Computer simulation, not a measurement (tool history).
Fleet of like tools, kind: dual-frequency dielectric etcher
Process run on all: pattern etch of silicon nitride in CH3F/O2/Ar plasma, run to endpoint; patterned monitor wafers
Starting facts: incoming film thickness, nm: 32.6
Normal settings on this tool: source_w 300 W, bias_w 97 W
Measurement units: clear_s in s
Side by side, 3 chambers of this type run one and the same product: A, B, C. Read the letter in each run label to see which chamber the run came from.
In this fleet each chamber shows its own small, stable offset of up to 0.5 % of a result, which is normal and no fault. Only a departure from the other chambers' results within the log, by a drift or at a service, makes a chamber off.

run 1B hour=11.9 | source_w=300 bias_w=97 | clear_s=47.111
run 2C hour=20.5 | source_w=300 bias_w=97 | clear_s=47.195
run 3A hour=31.8 | source_w=300 bias_w=97 | clear_s=46.774
run 4A hour=39.3 | source_w=300 bias_w=97 | clear_s=46.728
run 5B hour=46 | source_w=300 bias_w=97 | clear_s=47.266
run 6C hour=54.2 | source_w=300 bias_w=97 | clear_s=47.372
run 7A hour=64.2 | source_w=300 bias_w=97 | clear_s=46.891
run 8C hour=73.2 | source_w=300 bias_w=97 | clear_s=47.68
run 9B hour=84.1 | source_w=300 bias_w=97 | clear_s=47.33
run 10B hour=97.3 | source_w=300 bias_w=97 | clear_s=47.534
run 11A hour=106.6 | source_w=300 bias_w=97 | clear_s=46.789
run 12C hour=116.5 | source_w=300 bias_w=97 | clear_s=46.969
run 13A hour=125.4 | source_w=300 bias_w=97 | clear_s=47.107
run 14C hour=133.7 | source_w=300 bias_w=97 | clear_s=47.694
run 15B hour=146.5 | source_w=250 bias_w=97 | clear_s=51.658
-- hour=155.9 chamber C: source power generator calibrated
run 16B hour=157.8 | source_w=250 bias_w=97 | clear_s=51.864
run 17A hour=166.6 | source_w=250 bias_w=97 | clear_s=50.013
run 18C hour=177.2 | source_w=300 bias_w=97 | clear_s=46.838
run 19B hour=184.8 | source_w=300 bias_w=97 | clear_s=49.267
run 20C hour=196.3 | source_w=300 bias_w=97 | clear_s=46.934
run 21A hour=209.4 | source_w=270 bias_w=97 | clear_s=48.522
run 22A hour=221.1 | source_w=270 bias_w=97 | clear_s=48.322
run 23C hour=233 | source_w=270 bias_w=97 | clear_s=49.147

The same settings go to every chamber for the next run, one line per chamber below. Forecast the results for each:
run 24A hour=243.1 | source_w=300 bias_w=97 | clear_s=?
run 24B hour=243.1 | source_w=300 bias_w=97 | clear_s=?
run 24C hour=243.1 | source_w=300 bias_w=97 | clear_s=?

run=24A clear_s=46.72
run=24B clear_s=49.316
run=24C clear_s=46.528

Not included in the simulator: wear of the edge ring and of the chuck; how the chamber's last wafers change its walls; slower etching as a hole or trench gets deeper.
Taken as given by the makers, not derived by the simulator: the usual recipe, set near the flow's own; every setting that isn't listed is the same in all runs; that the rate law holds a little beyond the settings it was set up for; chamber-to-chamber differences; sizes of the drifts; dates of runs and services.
